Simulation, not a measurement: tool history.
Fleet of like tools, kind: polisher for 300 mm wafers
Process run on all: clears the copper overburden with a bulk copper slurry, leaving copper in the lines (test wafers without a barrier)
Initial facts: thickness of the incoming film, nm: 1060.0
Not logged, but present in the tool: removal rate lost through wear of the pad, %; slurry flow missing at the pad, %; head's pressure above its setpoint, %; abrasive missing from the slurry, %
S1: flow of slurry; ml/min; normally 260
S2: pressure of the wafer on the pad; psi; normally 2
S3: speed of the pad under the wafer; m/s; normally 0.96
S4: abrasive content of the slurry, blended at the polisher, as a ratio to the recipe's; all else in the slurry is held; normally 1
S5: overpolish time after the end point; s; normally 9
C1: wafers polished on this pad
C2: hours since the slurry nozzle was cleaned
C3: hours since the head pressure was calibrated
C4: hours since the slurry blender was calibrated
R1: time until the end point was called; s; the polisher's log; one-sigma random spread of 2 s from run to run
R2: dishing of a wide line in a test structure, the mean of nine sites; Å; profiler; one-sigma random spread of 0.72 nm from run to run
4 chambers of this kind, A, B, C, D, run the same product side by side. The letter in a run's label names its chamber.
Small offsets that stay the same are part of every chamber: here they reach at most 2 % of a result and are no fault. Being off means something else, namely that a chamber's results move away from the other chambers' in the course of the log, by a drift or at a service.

At hour 1.3: chamber A: worn pad replaced by a new one.
Run 1B, hour 8.9: usual settings; C1 176; C2 213.1; C3 619.6; C4 22.5. Result: R1 210.95 s, R2 300.31 Å.
At hour 16: chamber C: worn pad replaced by a new one.
Run 2C, hour 18.9: usual settings; C1 28; C2 116.3; C3 83.7; C4 235.1. Result: R1 208.63 s, R2 293.74 Å.
Run 3A, hour 28.4: usual settings; C1 255; C2 69.6; C3 676.8; C4 357.3. Result: R1 209.89 s, R2 299.04 Å.
Run 4D, hour 34.2: usual settings; C1 1018; C2 456.7; C3 1595.1; C4 203.3. Result: R1 218.04 s, R2 285.08 Å.
Run 5D, hour 41.3: usual settings; C1 1085; C2 463.8; C3 1602.2; C4 210.4. Result: R1 216.29 s, R2 291.56 Å.
At hour 44.8: chamber D: head pressure recalibrated.
Run 6C, hour 48.5: usual settings; C1 306; C2 145.9; C3 113.3; C4 264.7. Result: R1 210.11 s, R2 306.34 Å.
Run 7B, hour 53.6: usual settings; C1 596; C2 257.8; C3 664.3; C4 67.2. Result: R1 212.63 s, R2 306.86 Å.
At hour 55.6: chamber A: slurry blender recalibrated.
At hour 55.8: chamber B: worn pad replaced by a new one.
Run 8A, hour 63.7: usual settings; C1 587; C2 104.9; C3 712.1; C4 8.1. Result: R1 215.64 s, R2 292.03 Å.
Run 9D, hour 71.7: usual settings; C1 1371; C2 494.2; C3 27; C4 240.8. Result: R1 216.18 s, R2 293.97 Å.
Run 10B, hour 81: usual settings but S1 330 ml/min, S5 6 s; C1 237; C2 285.2; C3 691.7; C4 94.6. Result: R1 204.11 s, R2 229.13 Å.
Run 11A, hour 89.4: usual settings but S1 330 ml/min, S5 6 s; C1 829; C2 130.6; C3 737.8; C4 33.8. Result: R1 207.92 s, R2 208.96 Å.
Run 12C, hour 98.9: usual settings but S1 330 ml/min, S5 6 s; C1 780; C2 196.3; C3 163.7; C4 315.1. Result: R1 205.07 s, R2 201.39 Å.
Run 13C, hour 104.6: usual settings but S1 330 ml/min, S5 6 s; C1 834; C2 202; C3 169.4; C4 320.8. Result: R1 208.43 s, R2 222.2 Å.
At hour 109: chamber B: slurry nozzle cleaned.
At hour 111.6: chamber A: worn pad replaced by a new one.
Run 14A, hour 112.3: usual settings; C1 6; C2 153.5; C3 760.7; C4 56.7. Result: R1 209.15 s, R2 297.04 Å.
At hour 120.6: chamber B: slurry blender recalibrated.
Run 15D, hour 123.2: usual settings but S4 0.75; C1 1855; C2 545.7; C3 78.5; C4 292.3. Result: R1 243.11 s, R2 268.65 Å.
At hour 124.4: chamber C: worn pad replaced by a new one.
Run 16B, hour 128.2: usual settings but S4 0.75; C1 681; C2 19.3; C3 738.9; C4 7.7. Result: R1 224.61 s, R2 294.1 Å.
At hour 128.3: chamber B: worn pad replaced by a new one.
At hour 135: chamber D: slurry blender recalibrated.
Run 17D, hour 135.5: usual settings but S4 0.75; C1 1970; C2 558; C3 90.8; C4 0.6. Result: R1 245.84 s, R2 261.46 Å.
Run 18C, hour 143.9: usual settings but S4 0.75; C1 183; C2 241.3; C3 208.7; C4 360.1. Result: R1 216.61 s, R2 276.47 Å.
Run 19A, hour 153.5: usual settings; C1 394; C2 194.7; C3 801.9; C4 97.9. Result: R1 211.62 s, R2 298.46 Å.
Run 20B, hour 163: usual settings but S2 2.4 psi; C1 326; C2 54.1; C3 773.7; C4 42.5. Result: R1 176.72 s, R2 346.33 Å.
Run 21C, hour 172.1: usual settings but S2 2.4 psi; C1 449; C2 269.5; C3 236.9; C4 388.3. Result: R1 176.78 s, R2 335.78 Å.
Run 22B, hour 178.1: usual settings but S2 2.4 psi; C1 468; C2 69.2; C3 788.8; C4 57.6. Result: R1 176.6 s, R2 362.4 Å.
Run 23D, hour 186: usual settings but S2 2.4 psi; C1 2445; C2 608.5; C3 141.3; C4 51.1. Result: R1 197.74 s, R2 303.06 Å.
Run 24A, hour 192.6: usual settings but S1 330 ml/min, S3 0.72 m/s; C1 761; C2 233.8; C3 841; C4 137. Result: R1 276.61 s, R2 240.41 Å.

Predict what each chamber gives when all 4 of them run the settings below next.
Run 25A, hour 200.4: usual settings. Result: R1 ?, R2 ?.
Run 25B, hour 200.4: usual settings. Result: R1 ?, R2 ?.
Run 25C, hour 200.4: usual settings. Result: R1 ?, R2 ?.
Run 25D, hour 200.4: usual settings. Result: R1 ?, R2 ?.

run      R1      R2
25A  210.53  288.02
25B  209.38  309.34
25C  206.11  296.67
25D  240.41   268.2
